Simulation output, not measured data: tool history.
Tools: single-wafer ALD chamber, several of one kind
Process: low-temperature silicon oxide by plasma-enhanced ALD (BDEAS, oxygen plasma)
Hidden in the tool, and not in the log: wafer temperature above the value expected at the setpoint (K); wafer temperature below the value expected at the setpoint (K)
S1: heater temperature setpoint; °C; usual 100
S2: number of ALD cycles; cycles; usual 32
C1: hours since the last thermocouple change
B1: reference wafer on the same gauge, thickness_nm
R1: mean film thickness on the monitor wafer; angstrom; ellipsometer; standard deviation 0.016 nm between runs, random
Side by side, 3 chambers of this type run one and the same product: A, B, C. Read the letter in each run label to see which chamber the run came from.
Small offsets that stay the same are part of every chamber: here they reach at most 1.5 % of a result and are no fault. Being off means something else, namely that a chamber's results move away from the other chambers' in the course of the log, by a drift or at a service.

{"run": "1A", "hour": 2.5, "S1": 100, "S2": 32, "C1": 2205.9, "B1": 3.9517, "R1": 45.374}
{"run": "2C", "hour": 6.7, "S1": 100, "S2": 32, "C1": 921.6, "B1": 3.9477, "R1": 46.567}
{"run": "3B", "hour": 10.4, "S1": 100, "S2": 32, "C1": 1703.2, "B1": 3.9539, "R1": 45.426}
{"run": "4B", "hour": 13.1, "S1": 100, "S2": 32, "C1": 1705.9, "B1": 3.9495, "R1": 45.282}
{"run": "5C", "hour": 17.2, "S1": 100, "S2": 32, "C1": 932.1, "B1": 3.949, "R1": 46.341}
{"run": "6A", "hour": 20.3, "S1": 100, "S2": 32, "C1": 2223.7, "B1": 3.9496, "R1": 45.301}
{"run": "7B", "hour": 24.8, "S1": 100, "S2": 32, "C1": 1717.6, "B1": 3.9487, "R1": 45.421}
{"run": "8C", "hour": 27.6, "S1": 100, "S2": 32, "C1": 942.5, "B1": 3.947, "R1": 46.27}
{"run": "9A", "hour": 31.0, "S1": 100, "S2": 32, "C1": 2234.4, "B1": 3.9521, "R1": 45.652}
{"run": "10C", "hour": 35.2, "S1": 100, "S2": 32, "C1": 950.1, "B1": 3.9503, "R1": 46.241}
{"run": "11B", "hour": 37.9, "S1": 100, "S2": 32, "C1": 1730.7, "B1": 3.9488, "R1": 45.172}
{"run": "12A", "hour": 42.2, "S1": 108, "S2": 32, "C1": 2245.6, "B1": 3.9522, "R1": 44.878}
{"run": "13A", "hour": 45.4, "S1": 108, "S2": 32, "C1": 2248.8, "B1": 3.9504, "R1": 44.847}
{"run": "14B", "hour": 49.1, "S1": 108, "S2": 32, "C1": 1741.9, "B1": 3.9509, "R1": 44.624}
{"run": "15C", "hour": 51.1, "S1": 100, "S2": 32, "C1": 966, "B1": 3.9513, "R1": 46.481}
{"run": "16B", "hour": 54.6, "S1": 100, "S2": 32, "C1": 1747.4, "B1": 3.951, "R1": 45.08}
{"run": "17A", "hour": 57.1, "S1": 100, "S2": 32, "C1": 2260.5, "B1": 3.9504, "R1": 45.443}
{"run": "18C", "hour": 60.0, "S1": 100, "S2": 32, "C1": 974.9, "B1": 3.9536, "R1": 46.542}
{"run": "19C", "hour": 64.4, "S1": 100, "S2": 32, "C1": 979.3, "B1": 3.952, "R1": 46.813}
{"run": "20A", "hour": 67.9, "S1": 100, "S2": 32, "C1": 2271.3, "B1": 3.951, "R1": 45.535}
{"run": "21B", "hour": 70.3, "S1": 100, "S2": 32, "C1": 1763.1, "B1": 3.9502, "R1": 45.556}
{"run": "22B", "hour": 72.7, "S1": 100, "S2": 32, "C1": 1765.5, "B1": 3.9505, "R1": 45.408}

Each of the 3 chambers runs these same settings next. Fill in every chamber's results:
{"run": "23A", "hour": 76.0, "S1": 113, "S2": 32, "R1": "?"}
{"run": "23B", "hour": 76.0, "S1": 113, "S2": 32, "R1": "?"}
{"run": "23C", "hour": 76.0, "S1": 113, "S2": 32, "R1": "?"}

run=23A R1=44.757
run=23B R1=44.517
run=23C R1=45.567
